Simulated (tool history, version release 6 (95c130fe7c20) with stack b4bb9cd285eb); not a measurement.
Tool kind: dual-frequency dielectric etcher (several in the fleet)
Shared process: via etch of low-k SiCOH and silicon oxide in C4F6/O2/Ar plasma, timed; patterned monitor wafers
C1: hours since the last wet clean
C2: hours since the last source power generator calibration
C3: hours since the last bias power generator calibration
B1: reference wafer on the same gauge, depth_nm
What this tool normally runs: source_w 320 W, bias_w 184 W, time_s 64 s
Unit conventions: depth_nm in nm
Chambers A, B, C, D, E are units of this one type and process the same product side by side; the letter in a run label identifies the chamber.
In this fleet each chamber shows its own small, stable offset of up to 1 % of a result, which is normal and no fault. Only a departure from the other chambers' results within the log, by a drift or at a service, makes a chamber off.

run 1A day=0.171 | source_w=320 bias_w=184 time_s=64 | C1=406.9 C2=1351.4 C3=1660.8 | B1=151.06 | depth_nm=163.91
-- day=0.342 chamber A: wet clean of the chamber
run 2C day=0.342 | source_w=320 bias_w=184 time_s=64 | C1=110.3 C2=202 C3=2357.1 | B1=151.04 | depth_nm=167.13
run 3D day=0.421 | source_w=320 bias_w=184 time_s=64 | C1=475.3 C2=850 C3=2050.2 | B1=151.05 | depth_nm=164.95
-- day=0.475 chamber D: wet clean of the chamber
run 4B day=0.575 | source_w=320 bias_w=184 time_s=64 | C1=242.8 C2=4208.4 C3=977.8 | B1=151.06 | depth_nm=166.16
run 5E day=0.708 | source_w=320 bias_w=184 time_s=64 | C1=429.9 C2=595 C3=988.1 | B1=151.11 | depth_nm=165.95
run 6E day=0.875 | source_w=320 bias_w=184 time_s=64 | C1=433.9 C2=599 C3=992.1 | B1=151.11 | depth_nm=166.03
run 7C day=1.008 | source_w=320 bias_w=184 time_s=64 | C1=126.3 C2=218 C3=2373.1 | B1=151.17 | depth_nm=167
run 8A day=1.112 | source_w=240 bias_w=184 time_s=64 | C1=18.6 C2=1374 C3=1683.4 | B1=151.11 | depth_nm=147.26
run 9B day=1.208 | source_w=240 bias_w=184 time_s=64 | C1=258 C2=4223.6 C3=993 | B1=151.18 | depth_nm=148.51
run 10D day=1.35 | source_w=240 bias_w=184 time_s=64 | C1=21.1 C2=872.3 C3=2072.5 | B1=151.18 | depth_nm=148.01
run 11A day=1.504 | source_w=240 bias_w=184 time_s=64 | C1=28 C2=1383.4 C3=1692.8 | B1=151.19 | depth_nm=147.13
run 12C day=1.658 | source_w=240 bias_w=184 time_s=64 | C1=141.9 C2=233.6 C3=2388.7 | B1=151.23 | depth_nm=149.54
run 13D day=1.804 | source_w=320 bias_w=184 time_s=64 | C1=32 C2=883.2 C3=2083.4 | B1=151.22 | depth_nm=165.48
run 14B day=1.938 | source_w=270 bias_w=214 time_s=64 | C1=275.5 C2=4241.1 C3=1010.5 | B1=151.24 | depth_nm=163.97
run 15E day=2.088 | source_w=270 bias_w=214 time_s=64 | C1=463 C2=628.1 C3=1021.2 | B1=151.28 | depth_nm=163.08
run 16C day=2.188 | source_w=270 bias_w=214 time_s=64 | C1=154.6 C2=246.3 C3=2401.4 | B1=151.23 | depth_nm=164.8
run 17D day=2.354 | source_w=270 bias_w=214 time_s=64 | C1=45.2 C2=896.4 C3=2096.6 | B1=151.28 | depth_nm=162.76
run 18A day=2.475 | source_w=270 bias_w=214 time_s=64 | C1=51.3 C2=1406.7 C3=1716.1 | B1=151.3 | depth_nm=162.22
run 19E day=2.621 | source_w=380 bias_w=184 time_s=64 | C1=475.8 C2=640.9 C3=1034 | B1=151.32 | depth_nm=177.9
run 20B day=2.729 | source_w=380 bias_w=184 time_s=64 | C1=294.5 C2=4260.1 C3=1029.5 | B1=151.33 | depth_nm=178.54
run 21C day=2.896 | source_w=380 bias_w=184 time_s=64 | C1=171.6 C2=263.3 C3=2418.4 | B1=151.37 | depth_nm=178.39
run 22A day=2.992 | source_w=380 bias_w=184 time_s=64 | C1=63.7 C2=1419.1 C3=1728.5 | B1=151.36 | depth_nm=175.68
run 23B day=3.092 | source_w=380 bias_w=184 time_s=64 | C1=303.2 C2=4268.8 C3=1038.2 | B1=151.38 | depth_nm=177.96
run 24E day=3.25 | source_w=320 bias_w=184 time_s=64 | C1=490.9 C2=656 C3=1049.1 | B1=151.38 | depth_nm=166.68
run 25D day=3.388 | source_w=320 bias_w=184 time_s=64 | C1=70 C2=921.2 C3=2121.4 | B1=151.47 | depth_nm=165.63
run 26A day=3.562 | source_w=320 bias_w=184 time_s=64 | C1=77.4 C2=1432.8 C3=1742.2 | B1=151.42 | depth_nm=164.26
run 27E day=3.667 | source_w=320 bias_w=184 time_s=64 | C1=500.9 C2=666 C3=1059.1 | B1=151.42 | depth_nm=166.54
run 28D day=3.792 | source_w=320 bias_w=184 time_s=64 | C1=79.7 C2=930.9 C3=2131.1 | B1=151.47 | depth_nm=165.69
run 29C day=3.921 | source_w=320 bias_w=184 time_s=64 | C1=196.2 C2=287.9 C3=2443 | B1=151.48 | depth_nm=167.29
run 30B day=4.004 | source_w=320 bias_w=184 time_s=64 | C1=325.1 C2=4290.7 C3=1060.1 | B1=151.5 | depth_nm=166.55
run 31E day=4.183 | source_w=320 bias_w=184 time_s=64 | C1=513.3 C2=678.4 C3=1071.5 | B1=151.54 | depth_nm=166.7
run 32C day=4.35 | source_w=320 bias_w=184 time_s=76 | C1=206.5 C2=298.2 C3=2453.3 | B1=151.57 | depth_nm=198.84
run 33B day=4.467 | source_w=320 bias_w=184 time_s=76 | C1=336.2 C2=4301.8 C3=1071.2 | B1=151.56 | depth_nm=197.97
run 34A day=4.629 | source_w=320 bias_w=184 time_s=76 | C1=103 C2=1458.4 C3=1767.8 | B1=151.6 | depth_nm=195.44
run 35D day=4.721 | source_w=320 bias_w=184 time_s=76 | C1=102 C2=953.2 C3=2153.4 | B1=151.61 | depth_nm=196.77
run 36A day=4.817 | source_w=320 bias_w=184 time_s=76 | C1=107.5 C2=1462.9 C3=1772.3 | B1=151.59 | depth_nm=195.66
run 37E day=4.9 | source_w=320 bias_w=184 time_s=64 | C1=530.5 C2=695.6 C3=1088.7 | B1=151.63 | depth_nm=166.92
run 38C day=5.017 | source_w=320 bias_w=163 time_s=64 | C1=222.5 C2=314.2 C3=2469.3 | B1=151.64 | depth_nm=161.33

Decide between three cases: one chamber stands off from its peers, the gauge reading all wafers drifts, or nothing is wrong past each chamber's small offset. Where a chamber is off, say which and what most likely put it there.

The shared gauge is drifting. All chambers look as if they move in step, but none is off.
Likeliest cause: gauge reads high (%) = 0.418.
